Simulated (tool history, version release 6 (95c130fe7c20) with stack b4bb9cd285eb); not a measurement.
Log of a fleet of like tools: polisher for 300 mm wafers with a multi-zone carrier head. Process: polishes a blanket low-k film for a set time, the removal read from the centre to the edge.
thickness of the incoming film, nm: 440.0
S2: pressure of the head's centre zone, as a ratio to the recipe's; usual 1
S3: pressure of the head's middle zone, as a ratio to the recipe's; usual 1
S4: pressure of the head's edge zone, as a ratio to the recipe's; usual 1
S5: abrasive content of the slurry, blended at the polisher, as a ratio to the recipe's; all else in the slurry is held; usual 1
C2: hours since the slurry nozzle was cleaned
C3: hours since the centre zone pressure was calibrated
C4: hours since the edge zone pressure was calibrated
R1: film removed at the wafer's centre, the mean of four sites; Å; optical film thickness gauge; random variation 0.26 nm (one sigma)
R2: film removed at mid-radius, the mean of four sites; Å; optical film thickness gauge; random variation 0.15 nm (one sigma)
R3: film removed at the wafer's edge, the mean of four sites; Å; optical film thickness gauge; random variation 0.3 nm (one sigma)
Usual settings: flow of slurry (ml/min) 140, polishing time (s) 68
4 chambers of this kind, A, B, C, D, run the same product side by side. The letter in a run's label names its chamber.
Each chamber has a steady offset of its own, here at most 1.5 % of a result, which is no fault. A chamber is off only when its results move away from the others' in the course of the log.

Run 1D, hour 4: usual settings; wafers polished on this pad 189; C2 107.4; C3 537.1; C4 246.5. Result: R1 232.75 Å, R2 234.48 Å, R3 237.66 Å.
Run 2B, hour 10.4: usual settings; wafers polished on this pad 863; C2 416.5; C3 969.7; C4 250. Result: R1 234.69 Å, R2 237.6 Å, R3 234.68 Å.
At hour 11: chamber A: centre zone pressure recalibrated.
At hour 12.5: chamber A: worn pad replaced by a new one.
Run 3C, hour 14.4: usual settings; wafers polished on this pad 975; C2 297.2; C3 560; C4 332.1. Result: R1 237.38 Å, R2 233.08 Å, R3 239.11 Å.
Run 4A, hour 19.9: usual settings; wafers polished on this pad 54; C2 52.4; C3 8.9; C4 45.1. Result: R1 233.29 Å, R2 232.45 Å, R3 238.07 Å.
Run 5D, hour 23: usual settings but flow of slurry (ml/min) 165, S3 1.06; wafers polished on this pad 329; C2 126.4; C3 556.1; C4 265.5. Result: R1 242.07 Å, R2 252.2 Å, R3 237.88 Å.
At hour 23.6: chamber B: worn pad replaced by a new one.
Run 6C, hour 29.9: usual settings but flow of slurry (ml/min) 165, S3 1.06; wafers polished on this pad 1089; C2 312.7; C3 575.5; C4 347.6. Result: R1 252.51 Å, R2 256.77 Å, R3 234.93 Å.
Run 7B, hour 36.8: usual settings but flow of slurry (ml/min) 165, S3 1.06; wafers polished on this pad 97; C2 442.9; C3 996.1; C4 276.4. Result: R1 244.03 Å, R2 256.23 Å, R3 238.2 Å.
Run 8A, hour 41.8: usual settings but flow of slurry (ml/min) 165, S3 1.06; wafers polished on this pad 216; C2 74.3; C3 30.8; C4 67. Result: R1 244.93 Å, R2 252.45 Å, R3 246.13 Å.
Run 9A, hour 45.8: usual settings but flow of slurry (ml/min) 95; wafers polished on this pad 245; C2 78.3; C3 34.8; C4 71. Result: R1 210.08 Å, R2 211.06 Å, R3 221.62 Å.
Run 10D, hour 52.3: usual settings but flow of slurry (ml/min) 95; wafers polished on this pad 545; C2 155.7; C3 585.4; C4 294.8. Result: R1 208.72 Å, R2 214.83 Å, R3 222.13 Å.
Run 11B, hour 58.4: usual settings but flow of slurry (ml/min) 95; wafers polished on this pad 257; C2 464.5; C3 1017.7; C4 298. Result: R1 215.56 Å, R2 215.05 Å, R3 221.66 Å.
Run 12C, hour 62.6: usual settings but flow of slurry (ml/min) 95; wafers polished on this pad 1330; C2 345.4; C3 608.2; C4 380.3. Result: R1 211.69 Å, R2 213.36 Å, R3 221.09 Å.
At hour 66.7: chamber C: worn pad replaced by a new one.
Run 13A, hour 68.5: usual settings but S2 1.07, polishing time (s) 77; wafers polished on this pad 413; C2 101; C3 57.5; C4 93.7. Result: R1 286.58 Å, R2 263.41 Å, R3 261.04 Å.
Run 14C, hour 73.2: usual settings but S2 1.07, polishing time (s) 77; wafers polished on this pad 48; C2 356; C3 618.8; C4 390.9. Result: R1 288.69 Å, R2 264.12 Å, R3 265.29 Å.
Run 15B, hour 77: usual settings but S2 1.07, polishing time (s) 77; wafers polished on this pad 394; C2 483.1; C3 1036.3; C4 316.6. Result: R1 289.44 Å, R2 268.03 Å, R3 262.88 Å.
Run 16D, hour 81.7: usual settings but S2 1.07, polishing time (s) 77; wafers polished on this pad 761; C2 185.1; C3 614.8; C4 324.2. Result: R1 277.55 Å, R2 263.32 Å, R3 269.47 Å.
Run 17D, hour 84.9: usual settings; wafers polished on this pad 785; C2 188.3; C3 618; C4 327.4. Result: R1 233.24 Å, R2 234.23 Å, R3 240.29 Å.
Run 18B, hour 91.5: usual settings; wafers polished on this pad 501; C2 497.6; C3 1050.8; C4 331.1. Result: R1 239.88 Å, R2 235.88 Å, R3 237.11 Å.
Run 19C, hour 96.6: usual settings; wafers polished on this pad 220; C2 379.4; C3 642.2; C4 414.3. Result: R1 238.95 Å, R2 235.21 Å, R3 233.94 Å.
Run 20A, hour 99.7: usual settings; wafers polished on this pad 643; C2 132.2; C3 88.7; C4 124.9. Result: R1 239.59 Å, R2 232.51 Å, R3 236.6 Å.
Run 21D, hour 103.9: usual settings but flow of slurry (ml/min) 170, polishing time (s) 76; wafers polished on this pad 925; C2 207.3; C3 637; C4 346.4. Result: R1 269.6 Å, R2 270.58 Å, R3 267.91 Å.
At hour 104.8: chamber D: worn pad replaced by a new one.
Run 22C, hour 109.1: usual settings but flow of slurry (ml/min) 170, polishing time (s) 76; wafers polished on this pad 312; C2 391.9; C3 654.7; C4 426.8. Result: R1 276.69 Å, R2 273.94 Å, R3 269.38 Å.
Run 23A, hour 112.2: usual settings but flow of slurry (ml/min) 170, polishing time (s) 76; wafers polished on this pad 735; C2 144.7; C3 101.2; C4 137.4. Result: R1 272.49 Å, R2 268.63 Å, R3 268.54 Å.
At hour 116.2: chamber A: worn pad replaced by a new one.
Run 24B, hour 116.9: usual settings but flow of slurry (ml/min) 170, polishing time (s) 76; wafers polished on this pad 688; C2 523; C3 1076.2; C4 356.5. Result: R1 280.9 Å, R2 271.78 Å, R3 267.9 Å.
Run 25B, hour 122.8: usual settings; wafers polished on this pad 731; C2 528.9; C3 1082.1; C4 362.4. Result: R1 234.69 Å, R2 235.38 Å, R3 232.35 Å.
Run 26D, hour 126.7: usual settings but flow of slurry (ml/min) 125, S3 1.07; wafers polished on this pad 162; C2 230.1; C3 659.8; C4 369.2. Result: R1 227.74 Å, R2 242.42 Å, R3 234.24 Å.
Run 27C, hour 131.2: usual settings but flow of slurry (ml/min) 125, S3 1.07; wafers polished on this pad 475; C2 414; C3 676.8; C4 448.9. Result: R1 234.45 Å, R2 245.88 Å, R3 230.53 Å.
Run 28A, hour 135.8: usual settings but flow of slurry (ml/min) 125, S3 1.07; wafers polished on this pad 144; C2 168.3; C3 124.8; C4 161. Result: R1 227.95 Å, R2 245.15 Å, R3 229.42 Å.
Run 29D, hour 141.8: usual settings but flow of slurry (ml/min) 125, S3 1.07; wafers polished on this pad 273; C2 245.2; C3 674.9; C4 384.3. Result: R1 228.78 Å, R2 242.52 Å, R3 231.61 Å.
Run 30B, hour 144.9: usual settings; wafers polished on this pad 894; C2 551; C3 1104.2; C4 384.5. Result: R1 236.54 Å, R2 232.63 Å, R3 234.97 Å.
Run 31C, hour 148: usual settings but S2 1.06; wafers polished on this pad 599; C2 430.8; C3 693.6; C4 465.7. Result: R1 257.06 Å, R2 232.39 Å, R3 234.21 Å.
At hour 149.7: chamber D: centre zone pressure recalibrated.
At hour 154.3: chamber B: worn pad replaced by a new one.
Run 32A, hour 154.4: usual settings but S2 1.06; wafers polished on this pad 281; C2 186.9; C3 143.4; C4 179.6. Result: R1 252.59 Å, R2 231.95 Å, R3 239.59 Å.
Run 33B, hour 160: usual settings but S2 1.06; wafers polished on this pad 42; C2 566.1; C3 1119.3; C4 399.6. Result: R1 249.45 Å, R2 233.49 Å, R3 240.01 Å.
Run 34C, hour 166.6: usual settings but S2 1.06; wafers polished on this pad 736; C2 449.4; C3 712.2; C4 484.3. Result: R1 255.26 Å, R2 235.27 Å, R3 233.98 Å.
Run 35A, hour 171.2: usual settings but S3 0.96; wafers polished on this pad 405; C2 203.7; C3 160.2; C4 196.4. Result: R1 239.6 Å, R2 223.82 Å, R3 231.06 Å.
Run 36D, hour 177.4: usual settings but S3 0.96; wafers polished on this pad 535; C2 280.8; C3 27.7; C4 419.9. Result: R1 232.84 Å, R2 224.08 Å, R3 241.64 Å.
Run 37A, hour 184.2: usual settings but S3 0.96; wafers polished on this pad 501; C2 216.7; C3 173.2; C4 209.4. Result: R1 234.18 Å, R2 224.42 Å, R3 239.59 Å.
Run 38D, hour 190.3: usual settings but S3 0.96; wafers polished on this pad 630; C2 293.7; C3 40.6; C4 432.8. Result: R1 231.31 Å, R2 222.6 Å, R3 234.98 Å.
At hour 192.6: chamber D: slurry nozzle cleaned.
Run 39C, hour 194.2: usual settings; wafers polished on this pad 940; C2 477; C3 739.8; C4 511.9. Result: R1 239.56 Å, R2 235.76 Å, R3 235.76 Å.
Run 40B, hour 201.1: usual settings; wafers polished on this pad 345; C2 607.2; C3 1160.4; C4 440.7. Result: R1 240.98 Å, R2 233.27 Å, R3 236.22 Å.
Run 41D, hour 207.9: usual settings; wafers polished on this pad 760; C2 15.3; C3 58.2; C4 450.4. Result: R1 229.85 Å, R2 234.5 Å, R3 238.22 Å.
Run 42C, hour 212.7: usual settings; wafers polished on this pad 1076; C2 495.5; C3 758.3; C4 530.4. Result: R1 234.64 Å, R2 232.86 Å, R3 238.36 Å.

Is one chamber off against the others, does the gauge drift, or is nothing wrong? If a chamber is off, say which, and what the likeliest cause is.

No chamber stands off beyond its own small offset, and the gauge holds steady.

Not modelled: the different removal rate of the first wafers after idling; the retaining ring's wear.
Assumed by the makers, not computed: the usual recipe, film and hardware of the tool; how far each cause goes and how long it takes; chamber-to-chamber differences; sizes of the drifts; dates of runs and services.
